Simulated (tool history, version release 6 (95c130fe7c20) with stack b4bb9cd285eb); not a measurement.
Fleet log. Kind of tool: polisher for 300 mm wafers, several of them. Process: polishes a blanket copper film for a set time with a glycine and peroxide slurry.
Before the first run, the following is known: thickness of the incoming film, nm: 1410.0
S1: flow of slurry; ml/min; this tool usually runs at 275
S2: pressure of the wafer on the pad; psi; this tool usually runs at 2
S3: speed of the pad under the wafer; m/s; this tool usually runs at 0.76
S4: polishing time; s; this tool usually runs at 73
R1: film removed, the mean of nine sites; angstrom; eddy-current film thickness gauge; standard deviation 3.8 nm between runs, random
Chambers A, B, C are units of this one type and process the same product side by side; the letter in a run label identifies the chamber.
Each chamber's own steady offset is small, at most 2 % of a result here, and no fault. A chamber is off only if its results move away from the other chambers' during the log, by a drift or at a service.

| run | hour | S1 | S2 | S3 | S4 | R1 |
|---|---|---|---|---|---|---|
| 1C | 5.3 | 275 | 2 | 0.76 | 73 | 2493.2 |
| 2A | 12.1 | 275 | 2 | 0.76 | 73 | 2612.6 |
| 3B | 17.6 | 275 | 2 | 0.76 | 73 | 2555.2 |
| 4A | 21.5 | 275 | 2 | 0.76 | 73 | 2610.4 |
| 5B | 27.6 | 275 | 2 | 0.76 | 73 | 2552.3 |
| 6C | 33 | 275 | 2 | 0.76 | 73 | 2528.4 |
| 7C | 36.4 | 275 | 2 | 0.76 | 73 | 2528 |
| 8B | 40.1 | 275 | 2 | 0.76 | 73 | 2527.4 |
| 9A | 44.7 | 275 | 2 | 0.76 | 73 | 2581.4 |
| 10B | 50.5 | 275 | 2 | 0.76 | 73 | 2468.3 |
|  | 55.6 | chamber A: worn pad replaced by a new one |
| 11C | 57.6 | 275 | 2.5 | 0.5 | 73 | 2186.8 |
|  | 59.3 | chamber B: worn pad replaced by a new one |
|  | 61.9 | chamber C: worn pad replaced by a new one |
| 12A | 63.4 | 275 | 2.5 | 0.5 | 73 | 2276.6 |
| 13B | 70.4 | 275 | 2.5 | 0.5 | 73 | 2204.5 |
| 14C | 74.4 | 275 | 2 | 0.76 | 73 | 2560.5 |
| 15A | 77.8 | 275 | 2 | 0.76 | 73 | 2580.2 |
| 16C | 81.5 | 275 | 2 | 0.76 | 73 | 2475.5 |
| 17B | 87.9 | 325 | 2 | 0.54 | 73 | 1963 |
| 18A | 94.1 | 325 | 2 | 0.54 | 73 | 2097.7 |
| 19C | 99.7 | 325 | 2 | 0.54 | 73 | 2001.4 |
|  | 101.9 | chamber C: slurry nozzle cleaned |
| 20A | 106.6 | 275 | 2 | 0.76 | 73 | 2645 |
|  | 107.1 | chamber A: worn pad replaced by a new one |
| 21B | 113.2 | 275 | 2 | 0.76 | 73 | 2444.6 |
| 22A | 118.2 | 275 | 2 | 0.76 | 73 | 2645.7 |
| 23B | 125 | 275 | 2 | 0.76 | 73 | 2375.3 |
| 24C | 130.9 | 275 | 2 | 0.76 | 73 | 2517 |
| 25A | 134.4 | 275 | 2 | 0.76 | 73 | 2651.4 |
| 26B | 141 | 360 | 2 | 0.86 | 73 | 2654.4 |
| 27C | 145.7 | 360 | 2 | 0.86 | 73 | 2813.7 |
| 28B | 152.2 | 360 | 2 | 0.86 | 73 | 2608.5 |
|  | 153.5 | chamber A: worn pad replaced by a new one |
|  | 155.6 | chamber B: worn pad replaced by a new one |
| 29A | 158.1 | 275 | 2 | 0.76 | 73 | 2598 |
| 30C | 164.6 | 275 | 2 | 0.76 | 73 | 2501.8 |
| 31A | 169.8 | 275 | 2 | 0.76 | 73 | 2602.7 |
| 32C | 173.5 | 275 | 2 | 0.76 | 73 | 2551 |
| 33B | 180.2 | 275 | 2 | 0.84 | 82 | 2828.5 |
| 34B | 186.4 | 275 | 2 | 0.84 | 82 | 2793.7 |
| 35A | 193.1 | 275 | 2 | 0.84 | 82 | 3053.9 |

All chambers now run identical settings, listed one chamber a line with results as question marks. What results will each chamber show?
| 36A | 198.2 | 275 | 2 | 0.76 | 87 | ? |
| 36B | 198.2 | 275 | 2 | 0.76 | 87 | ? |
| 36C | 198.2 | 275 | 2 | 0.76 | 87 | ? |

| run | R1 |
|---|---|
| 36A | 3123.8 |
| 36B | 2770.9 |
| 36C | 2955.4 |

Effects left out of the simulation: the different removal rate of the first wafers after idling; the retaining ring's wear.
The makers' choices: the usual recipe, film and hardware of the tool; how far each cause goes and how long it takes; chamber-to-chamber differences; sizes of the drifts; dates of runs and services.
